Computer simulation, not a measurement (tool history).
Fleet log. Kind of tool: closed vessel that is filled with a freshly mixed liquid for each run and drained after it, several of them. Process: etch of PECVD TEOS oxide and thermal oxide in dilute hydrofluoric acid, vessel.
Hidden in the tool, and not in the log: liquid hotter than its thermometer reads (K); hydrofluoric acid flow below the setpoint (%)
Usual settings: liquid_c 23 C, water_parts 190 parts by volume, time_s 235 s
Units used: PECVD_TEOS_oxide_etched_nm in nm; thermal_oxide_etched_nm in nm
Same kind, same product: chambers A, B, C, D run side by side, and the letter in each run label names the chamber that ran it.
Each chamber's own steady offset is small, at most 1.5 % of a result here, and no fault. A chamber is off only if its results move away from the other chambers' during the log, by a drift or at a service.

run,hour,liquid_c,water_parts,time_s,hours since the thermometer was replaced,hours since the hydrofluoric acid flow meter was replaced,"read-back film thickness of the PECVD TEOS oxide reference wafer, read on the same gauge (nm)","read-back film thickness of the thermal oxide reference wafer, read on the same gauge (nm)",PECVD_TEOS_oxide_etched_nm,thermal_oxide_etched_nm
1A,7,23,190,235,66.3,492.4,59.985,59.97,9.1341,5.3441
2B,13.2,23,190,235,108,646.3,59.971,60.004,9.2065,5.278
3D,18,23,190,235,315.6,923,59.967,59.953,9.2907,5.1983
4C,21.5,23,190,235,1942.7,1073.4,60.007,59.997,9.2341,5.2942
5C,27.8,23,235,235,1949,1079.7,60.002,60.034,7.0625,4.0672
6D,34.1,23,235,235,331.7,939.1,60.002,59.996,7.0365,4.0576
7B,39.2,23,235,235,134,672.3,60.038,59.989,7.1189,4.1151
8A,46.5,23,235,235,105.8,531.9,60.021,60.032,7.012,4.1618
9A,51.1,23,190,235,110.4,536.5,60.046,59.986,9.0303,5.3233
10C,55.5,23,190,235,1976.7,1107.4,59.981,59.998,9.0872,5.266
11B,61.9,23,190,235,156.7,695,60.003,59.98,8.9545,5.2714
12D,66.3,23,190,235,363.9,971.3,60.009,59.993,9.4277,5.2768
13C,72.5,23,190,235,1993.7,1124.4,60.003,60.04,9.1075,5.3355
14D,78.2,27.5,190,235,375.8,983.2,59.981,59.976,10.887,6.1379
15A,83.1,27.5,190,235,142.4,568.5,60.005,59.947,10.849,6.2252
16B,90.8,27.5,190,235,185.6,723.9,59.978,60.018,10.788,6.2626
17C,95.5,27.5,190,235,2016.7,1147.4,60.024,59.933,10.731,6.229
18A,102.4,23,190,235,161.7,587.8,60.043,59.971,9.0217,5.2077
19D,110.1,19.5,150,235,407.7,1015.1,59.978,59.962,10.621,6.0896
20B,116.2,19.5,150,235,211,749.3,59.979,59.992,10.553,6.1072
21B,123.9,19.5,150,235,218.7,757,60.006,60.001,10.654,6.1287
22D,129,19.5,150,235,426.6,1034,60.03,59.992,10.659,6.063
23A,134,23,190,235,193.3,619.4,59.981,59.992,8.9343,5.3269
# hour 140.3: chamber A: hydrofluoric acid flow meter replaced
24C,141.3,23,190,235,2062.5,1193.2,60.039,59.985,9.2259,5.3395
25C,146,23,190,235,2067.2,1197.9,60.008,59.983,9.0948,5.2908
26A,151,23,190,235,210.3,10.8,60.007,60.003,9.1062,5.3941
27D,157.6,19,235,235,455.2,1062.6,60.014,59.993,6.2152,3.5377
28B,161,19,235,235,255.8,794.1,59.957,60.006,6.0613,3.4776
29B,168.5,19,235,235,263.3,801.6,59.948,59.99,6.0686,3.5123
30A,174.4,19,235,235,233.7,34.2,60.005,59.998,6.0359,3.5453
# hour 176.3: chamber D: hydrofluoric acid flow meter replaced
31D,178.9,23,190,235,476.5,2.7,59.992,60,9.2368,5.2119
32C,182.6,23,190,235,2103.8,1234.5,60.012,60.008,9.1539,5.3946
33C,189.5,23,190,235,2110.7,1241.4,59.995,59.975,9.0206,5.3423
34D,196.9,23,100,335,494.5,20.7,60.026,59.949,27.528,16.054
35B,204.8,23,100,335,299.6,837.9,59.955,60.008,27.323,15.909

Predict what each chamber gives when all 4 of them run the settings below next.
36A,210.4,23,190,235,,,,,?,?
36B,210.4,23,190,235,,,,,?,?
36C,210.4,23,190,235,,,,,?,?
36D,210.4,23,190,235,,,,,?,?

run,PECVD_TEOS_oxide_etched_nm,thermal_oxide_etched_nm
36A,9.2143,5.3171
36B,9.0963,5.3357
36C,9.1059,5.3687
36D,9.2498,5.3088
